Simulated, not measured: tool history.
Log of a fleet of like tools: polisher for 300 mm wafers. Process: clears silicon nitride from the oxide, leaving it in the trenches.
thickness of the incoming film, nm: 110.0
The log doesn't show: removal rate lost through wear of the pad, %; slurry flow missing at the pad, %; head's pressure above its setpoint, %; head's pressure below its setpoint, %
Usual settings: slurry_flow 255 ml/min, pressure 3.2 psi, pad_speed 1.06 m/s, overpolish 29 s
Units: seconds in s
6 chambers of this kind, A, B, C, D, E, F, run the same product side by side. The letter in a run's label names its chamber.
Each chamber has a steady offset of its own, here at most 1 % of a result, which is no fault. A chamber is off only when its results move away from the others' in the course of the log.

| run | hour | slurry_flow | pressure | pad_speed | overpolish | wafers polished on this pad | hours since the slurry nozzle was cleaned | hours since the head pressure was calibrated | seconds |
|---|---|---|---|---|---|---|---|---|---|
|  | 10.2 | chamber E: worn pad replaced by a new one |
| 1E | 11.2 | 255 | 3.2 | 1.06 | 29 | 8 | 282.9 | 610.7 | 83.981 |
| 2B | 25.9 | 255 | 3.2 | 1.06 | 29 | 1303 | 102.3 | 803.2 | 82.031 |
|  | 32.9 | chamber C: worn pad replaced by a new one |
| 3A | 34 | 255 | 3.2 | 1.06 | 29 | 786 | 535.8 | 722.5 | 82.678 |
| 4F | 41.6 | 255 | 3.2 | 1.06 | 29 | 867 | 61.9 | 183 | 83.507 |
|  | 46.6 | chamber B: worn pad replaced by a new one |
| 5D | 48.7 | 255 | 3.2 | 1.06 | 29 | 782 | 413.2 | 450.5 | 81.026 |
| 6C | 56.1 | 255 | 3.2 | 1.06 | 29 | 182 | 370.7 | 696.7 | 83.473 |
| 7A | 66.8 | 255 | 2.3 | 1.06 | 29 | 1044 | 568.6 | 755.3 | 116.22 |
| 8D | 80.9 | 255 | 2.3 | 1.06 | 29 | 1036 | 445.4 | 482.7 | 110.03 |
| 9F | 95.2 | 255 | 2.3 | 1.06 | 29 | 1289 | 115.5 | 236.6 | 112.83 |
|  | 98.2 | chamber E: worn pad replaced by a new one |
| 10C | 104.3 | 255 | 2.3 | 1.06 | 29 | 562 | 418.9 | 744.9 | 117.25 |
|  | 105.3 | chamber D: worn pad replaced by a new one |
|  | 107.6 | chamber F: worn pad replaced by a new one |
| 11E | 116 | 255 | 2.3 | 1.06 | 29 | 140 | 387.7 | 715.5 | 111.76 |
|  | 116.9 | chamber A: worn pad replaced by a new one |
| 12B | 127.5 | 255 | 2.3 | 1.06 | 29 | 637 | 203.9 | 904.8 | 116.1 |
| 13B | 135.6 | 255 | 3.2 | 1.06 | 29 | 701 | 212 | 912.9 | 85.549 |
| 14D | 143.1 | 255 | 3.8 | 1.06 | 29 | 298 | 507.6 | 544.9 | 69.018 |
| 15A | 158.3 | 255 | 3.8 | 1.06 | 29 | 326 | 660.1 | 846.8 | 70.69 |
|  | 172 | chamber C: worn pad replaced by a new one |
| 16C | 172 | 255 | 3.8 | 1.06 | 29 | 0 | 486.6 | 812.6 | 69.038 |
|  | 179.8 | chamber E: worn pad replaced by a new one |
| 17E | 187.6 | 255 | 3.8 | 1.06 | 29 | 61 | 459.3 | 787.1 | 70.447 |
|  | 195.8 | chamber F: head pressure recalibrated |
|  | 199 | chamber B: worn pad replaced by a new one |
|  | 200.5 | chamber D: slurry nozzle cleaned |
| 18F | 201.3 | 255 | 3.8 | 1.06 | 29 | 738 | 221.6 | 5.6 | 68.402 |
| 19C | 209.6 | 255 | 3.8 | 1.06 | 29 | 296 | 524.2 | 850.2 | 73.865 |
| 20A | 220.2 | 255 | 3.2 | 1.06 | 29 | 814 | 722 | 908.7 | 81.844 |
| 21B | 227.8 | 255 | 3.2 | 1.06 | 29 | 227 | 304.2 | 1005.1 | 83.272 |
| 22E | 239.3 | 255 | 3.2 | 1.06 | 29 | 468 | 511 | 838.8 | 80.957 |
| 23F | 247.2 | 255 | 3.2 | 1.06 | 29 | 1100 | 267.5 | 51.5 | 82.974 |
|  | 256.7 | chamber E: slurry nozzle cleaned |
|  | 260.7 | chamber E: worn pad replaced by a new one |
| 24D | 262.4 | 255 | 3.2 | 1.06 | 29 | 1237 | 61.9 | 664.2 | 86.268 |
|  | 269.7 | chamber F: worn pad replaced by a new one |
| 25F | 273.3 | 255 | 3.2 | 1.06 | 29 | 28 | 293.6 | 77.6 | 83.425 |
|  | 279.4 | chamber D: worn pad replaced by a new one |
|  | 281.6 | chamber E: head pressure recalibrated |
| 26E | 281.6 | 255 | 3.2 | 1.06 | 29 | 164 | 25 | 0.1 | 83.142 |
|  | 291.5 | chamber C: worn pad replaced by a new one |
| 27D | 296.4 | 255 | 3.7 | 1.06 | 36 | 134 | 95.9 | 698.2 | 69.513 |
|  | 302.1 | chamber A: worn pad replaced by a new one |
| 28B | 305.3 | 255 | 3.7 | 1.06 | 36 | 837 | 381.7 | 1082.6 | 72.211 |
| 29C | 312.5 | 255 | 3.7 | 1.06 | 36 | 165 | 627.1 | 953.1 | 72.671 |
| 30A | 323.5 | 255 | 3.7 | 1.06 | 36 | 168 | 825.3 | 1012 | 73.31 |
| 31B | 333.3 | 255 | 3.7 | 1.06 | 36 | 1058 | 409.7 | 1110.6 | 69.948 |
| 32F | 347.4 | 255 | 3.7 | 1.06 | 36 | 612 | 367.7 | 151.7 | 72.501 |
|  | 354 | chamber A: slurry nozzle cleaned |
|  | 357.6 | chamber E: worn pad replaced by a new one |
| 33C | 357.9 | 255 | 3.2 | 1.06 | 29 | 523 | 672.5 | 998.5 | 83.792 |
| 34A | 371.6 | 255 | 3.2 | 1.06 | 29 | 547 | 17.6 | 1060.1 | 82.907 |
|  | 385.2 | chamber B: worn pad replaced by a new one |
| 35E | 385.3 | 255 | 3.2 | 1.06 | 29 | 218 | 128.7 | 103.8 | 83.362 |
| 36D | 398.5 | 255 | 3.2 | 1.06 | 29 | 938 | 198 | 800.3 | 82.336 |
| 37B | 406.8 | 255 | 4.2 | 1.22 | 29 | 170 | 483.2 | 1184.1 | 53.652 |

Is one chamber off against the others, does the gauge drift, or is nothing wrong? If a chamber is off, say which, and what the likeliest cause is.

No chamber stands off beyond its own small offset, and the gauge holds steady.
